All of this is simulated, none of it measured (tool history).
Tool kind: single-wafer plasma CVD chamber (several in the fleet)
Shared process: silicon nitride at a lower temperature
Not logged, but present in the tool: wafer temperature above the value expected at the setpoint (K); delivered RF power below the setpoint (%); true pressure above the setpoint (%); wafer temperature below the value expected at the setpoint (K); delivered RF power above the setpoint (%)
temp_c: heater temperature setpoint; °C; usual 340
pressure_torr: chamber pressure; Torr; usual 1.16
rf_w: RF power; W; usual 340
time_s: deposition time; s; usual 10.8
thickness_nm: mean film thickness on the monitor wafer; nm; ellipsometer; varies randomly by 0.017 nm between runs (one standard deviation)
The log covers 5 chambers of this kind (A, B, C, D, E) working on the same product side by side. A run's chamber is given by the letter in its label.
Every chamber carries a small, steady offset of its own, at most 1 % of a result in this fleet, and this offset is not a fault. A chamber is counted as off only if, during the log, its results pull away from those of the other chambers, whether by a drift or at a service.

run   hour  temp_c  pressure_torr  rf_w  time_s  hours since the last thermocouple change  hours since the last RF generator calibration  hours since the last manometer calibration  read-back reference wafer on the same gauge, thickness_nm  thickness_nm
       2.1  -- chamber D: RF generator calibrated
 1A      4     340           1.16   340    10.8                                     563.8                                           1368                                         377                                                     12.098        12.547
 2C     10     340           1.16   340    10.8                                    1891.8                                           2083                                       554.6                                                     12.094        12.524
 3D   16.5     340           1.16   340    10.8                                    1626.6                                           14.5                                        43.6                                                     12.097        12.653
 4E   21.1     340           1.16   340    10.8                                     969.9                                         1812.8                                      1153.8                                                     12.093        12.598
 5B     28     340           1.16   340    10.8                                    1527.6                                         2152.5                                      1121.8                                                     12.096        12.627
 6D   34.5     340           1.16   340    10.8                                    1644.6                                           32.5                                        61.6                                                     12.093        12.644
 7C   38.3     340           1.16   340    10.8                                    1920.1                                         2111.3                                       582.9                                                     12.087        12.511
 8B   45.7     340           1.16   340    10.8                                    1545.3                                         2170.2                                      1139.5                                                     12.085        12.657
 9A   49.4     340           1.16   340    10.8                                     609.2                                         1413.4                                       422.4                                                     12.088        12.501
10E   53.6     340           1.16   340    10.8                                    1002.4                                         1845.3                                      1186.3                                                     12.084        12.575
      56.5  -- chamber B: RF generator calibrated
11E   60.9     340           0.99   340    10.8                                    1009.7                                         1852.6                                      1193.6                                                     12.082        11.989
      61.9  -- chamber B: thermocouple changed; heater temperature recalibrated
12C   66.5     340           0.99   340    10.8                                    1948.3                                         2139.5                                       611.1                                                      12.08        11.907
13D   72.8     340           0.99   340    10.8                                    1682.9                                           70.8                                        99.9                                                     12.081        12.038
14B   79.6     340           0.99   340    10.8                                      17.8                                           23.1                                      1173.4                                                     12.073        12.017
15A   85.9     340           0.99   340    10.8                                     645.7                                         1449.9                                       458.9                                                     12.071        11.924
16B   92.4     340           1.16   340    10.8                                      30.6                                           35.9                                      1186.2                                                     12.071        12.627
      94.5  -- chamber C: RF generator calibrated
17A   96.1     340           1.16   340    10.8                                     655.9                                         1460.1                                       469.1                                                     12.074        12.502
18D    101     340           1.16   340    10.8                                    1711.1                                             99                                       128.1                                                      12.07        12.643
19C  108.3     340           1.16   340    10.8                                    1990.1                                           13.8                                       652.9                                                     12.071        12.521
20E  115.9     340           1.16   340    12.7                                    1064.7                                         1907.6                                      1248.6                                                     12.065        14.787
21A  123.7     340           1.16   340    12.7                                     683.5                                         1487.7                                       496.7                                                     12.067        14.693
22C  127.4     340           1.16   340    12.7                                    2009.2                                           32.9                                         672                                                     12.064        14.666
23B  133.3     340           1.16   340    12.7                                      71.5                                           76.8                                      1227.1                                                     12.065        14.825
24D    139     340           1.16   340    12.7                                    1749.1                                            137                                       166.1                                                     12.059        14.833
25E  145.5     340           1.16   340    10.8                                    1094.3                                         1937.2                                      1278.2                                                     12.059        12.563
26B  151.6     340           1.16   340    10.8                                      89.8                                           95.1                                      1245.4                                                     12.055          12.6
27C  157.4     340           1.35   300    10.8                                    2039.2                                           62.9                                         702                                                     12.057         12.06
28A  165.1     340           1.35   300    10.8                                     724.9                                         1529.1                                       538.1                                                     12.054        12.019
29D  170.5     340           1.35   300    10.8                                    1780.6                                          168.5                                       197.6                                                     12.052         12.12
30E  175.3     340           1.35   300    10.8                                    1124.1                                           1967                                        1308                                                      12.05        12.115
31C  179.1     340           1.35   300    10.8                                    2060.9                                           84.6                                       723.7                                                     12.049        12.051
32A  183.1     354           1.16   340    10.8                                     742.9                                         1547.1                                       556.1                                                     12.044        12.424
33D  189.2     354           1.16   340    10.8                                    1799.3                                          187.2                                       216.3                                                     12.046        12.538
34B  193.8     354           1.16   340    10.8                                       132                                          137.3                                      1287.6                                                     12.043        12.556
35E  200.8     354           1.16   340    10.8                                    1149.6                                         1992.5                                      1333.5                                                     12.046        12.501
36A  207.2     354           1.16   340    10.8                                       767                                         1571.2                                       580.2                                                     12.041        12.418
37E  214.1     340           1.16   340    10.8                                    1162.9                                         2005.8                                      1346.8                                                     12.039        12.521
38D  221.6     340           1.16   340    10.8                                    1831.7                                          219.6                                       248.7                                                     12.036        12.583
39C  225.2     340           1.16   340    10.8                                      2107                                          130.7                                       769.8                                                     12.037        12.447

Is one chamber out of step, is the gauge drifting, or do the chambers differ by no more than their own small offsets? For an off chamber, give its letter and the likeliest cause.

No chamber is off; the gauge reading every chamber's wafers drifts, which makes the whole fleet appear to move together.
Most likely cause: gauge reads low (%) = 0.55.
